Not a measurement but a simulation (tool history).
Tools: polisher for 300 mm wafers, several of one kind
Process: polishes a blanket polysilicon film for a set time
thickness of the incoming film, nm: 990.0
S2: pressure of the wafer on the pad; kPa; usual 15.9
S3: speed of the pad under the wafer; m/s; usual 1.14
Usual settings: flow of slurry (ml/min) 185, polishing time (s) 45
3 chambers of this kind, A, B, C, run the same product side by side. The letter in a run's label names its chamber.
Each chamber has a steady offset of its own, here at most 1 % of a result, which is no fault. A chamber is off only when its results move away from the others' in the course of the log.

run 1B hour=7.6 | flow_of_slurry_(ml/min)=185 S2=15.9 S3=1.14 polishing_time_(s)=45 | film_removed_(nm)=412.80
run 2C hour=18.6 | flow_of_slurry_(ml/min)=185 S2=15.9 S3=1.14 polishing_time_(s)=45 | film_removed_(nm)=419.11
-- hour=21.6 chamber A: head pressure recalibrated
-- hour=24.6 chamber B: slurry nozzle cleaned
run 3A hour=26.2 | flow_of_slurry_(ml/min)=185 S2=15.9 S3=1.14 polishing_time_(s)=45 | film_removed_(nm)=421.82
-- hour=28.0 chamber A: worn pad replaced by a new one
-- hour=34.2 chamber B: head pressure recalibrated
run 4B hour=38.1 | flow_of_slurry_(ml/min)=185 S2=15.9 S3=1.14 polishing_time_(s)=45 | film_removed_(nm)=418.24
-- hour=44.3 chamber B: worn pad replaced by a new one
run 5A hour=46.1 | flow_of_slurry_(ml/min)=185 S2=15.9 S3=1.14 polishing_time_(s)=45 | film_removed_(nm)=420.84
run 6C hour=53.0 | flow_of_slurry_(ml/min)=185 S2=15.9 S3=0.90 polishing_time_(s)=36 | film_removed_(nm)=267.19
-- hour=62.5 chamber C: worn pad replaced by a new one
run 7A hour=63.0 | flow_of_slurry_(ml/min)=185 S2=15.9 S3=0.90 polishing_time_(s)=36 | film_removed_(nm)=266.70
run 8B hour=70.1 | flow_of_slurry_(ml/min)=185 S2=15.9 S3=0.90 polishing_time_(s)=36 | film_removed_(nm)=263.05
run 9C hour=82.5 | flow_of_slurry_(ml/min)=185 S2=15.9 S3=1.14 polishing_time_(s)=45 | film_removed_(nm)=423.45
run 10C hour=92.0 | flow_of_slurry_(ml/min)=185 S2=15.9 S3=1.14 polishing_time_(s)=45 | film_removed_(nm)=411.94
run 11B hour=100.6 | flow_of_slurry_(ml/min)=185 S2=15.9 S3=1.14 polishing_time_(s)=45 | film_removed_(nm)=415.41
run 12A hour=109.2 | flow_of_slurry_(ml/min)=185 S2=15.9 S3=1.14 polishing_time_(s)=45 | film_removed_(nm)=414.21
run 13A hour=119.8 | flow_of_slurry_(ml/min)=185 S2=15.9 S3=1.14 polishing_time_(s)=45 | film_removed_(nm)=415.77
-- hour=123.7 chamber B: worn pad replaced by a new one
-- hour=125.7 chamber A: worn pad replaced by a new one
run 14B hour=131.6 | flow_of_slurry_(ml/min)=185 S2=15.9 S3=1.14 polishing_time_(s)=45 | film_removed_(nm)=416.25
run 15C hour=138.9 | flow_of_slurry_(ml/min)=185 S2=15.9 S3=1.14 polishing_time_(s)=45 | film_removed_(nm)=415.37
-- hour=139.0 chamber C: slurry nozzle cleaned
run 16B hour=144.7 | flow_of_slurry_(ml/min)=185 S2=15.9 S3=1.14 polishing_time_(s)=45 | film_removed_(nm)=418.85
-- hour=148.1 chamber C: worn pad replaced by a new one
run 17C hour=157.6 | flow_of_slurry_(ml/min)=185 S2=15.9 S3=1.14 polishing_time_(s)=45 | film_removed_(nm)=419.65
run 18A hour=164.2 | flow_of_slurry_(ml/min)=185 S2=15.9 S3=1.14 polishing_time_(s)=39 | film_removed_(nm)=358.42
run 19B hour=173.1 | flow_of_slurry_(ml/min)=185 S2=15.9 S3=1.14 polishing_time_(s)=39 | film_removed_(nm)=366.13
run 20A hour=181.7 | flow_of_slurry_(ml/min)=185 S2=15.9 S3=1.14 polishing_time_(s)=39 | film_removed_(nm)=362.67
run 21C hour=192.8 | flow_of_slurry_(ml/min)=185 S2=15.9 S3=1.14 polishing_time_(s)=45 | film_removed_(nm)=417.27
-- hour=200.4 chamber A: worn pad replaced by a new one
run 22A hour=202.8 | flow_of_slurry_(ml/min)=185 S2=15.9 S3=1.14 polishing_time_(s)=45 | film_removed_(nm)=416.91
-- hour=204.2 chamber B: worn pad replaced by a new one
run 23B hour=212.2 | flow_of_slurry_(ml/min)=185 S2=15.9 S3=1.14 polishing_time_(s)=45 | film_removed_(nm)=422.78
run 24C hour=218.8 | flow_of_slurry_(ml/min)=185 S2=15.9 S3=1.34 polishing_time_(s)=31 | film_removed_(nm)=342.86
-- hour=220.8 chamber A: slurry nozzle cleaned
run 25B hour=231.2 | flow_of_slurry_(ml/min)=185 S2=15.9 S3=1.34 polishing_time_(s)=31 | film_removed_(nm)=343.64
-- hour=232.3 chamber C: worn pad replaced by a new one
run 26A hour=240.2 | flow_of_slurry_(ml/min)=185 S2=15.9 S3=1.34 polishing_time_(s)=31 | film_removed_(nm)=340.38
run 27C hour=248.9 | flow_of_slurry_(ml/min)=185 S2=15.9 S3=1.14 polishing_time_(s)=45 | film_removed_(nm)=424.98
run 28B hour=260.9 | flow_of_slurry_(ml/min)=185 S2=15.9 S3=1.14 polishing_time_(s)=45 | film_removed_(nm)=416.94
run 29C hour=273.4 | flow_of_slurry_(ml/min)=185 S2=15.9 S3=1.14 polishing_time_(s)=45 | film_removed_(nm)=418.23
-- hour=282.6 chamber B: worn pad replaced by a new one
run 30A hour=284.0 | flow_of_slurry_(ml/min)=185 S2=15.9 S3=1.14 polishing_time_(s)=45 | film_removed_(nm)=410.53
-- hour=291.9 chamber A: worn pad replaced by a new one
run 31A hour=296.5 | flow_of_slurry_(ml/min)=185 S2=15.9 S3=1.14 polishing_time_(s)=45 | film_removed_(nm)=426.36
run 32C hour=308.3 | flow_of_slurry_(ml/min)=130 S2=15.9 S3=0.78 polishing_time_(s)=45 | film_removed_(nm)=272.34
run 33B hour=320.4 | flow_of_slurry_(ml/min)=130 S2=15.9 S3=0.78 polishing_time_(s)=45 | film_removed_(nm)=260.80
-- hour=321.8 chamber C: worn pad replaced by a new one
run 34C hour=328.6 | flow_of_slurry_(ml/min)=130 S2=15.9 S3=0.78 polishing_time_(s)=45 | film_removed_(nm)=268.60

What goes on in this fleet: one chamber off, a drifting gauge, or nothing beyond the chambers' own small offsets? Name the chamber and the cause, if any.

No chamber stands off beyond its own small offset, and the gauge holds steady.

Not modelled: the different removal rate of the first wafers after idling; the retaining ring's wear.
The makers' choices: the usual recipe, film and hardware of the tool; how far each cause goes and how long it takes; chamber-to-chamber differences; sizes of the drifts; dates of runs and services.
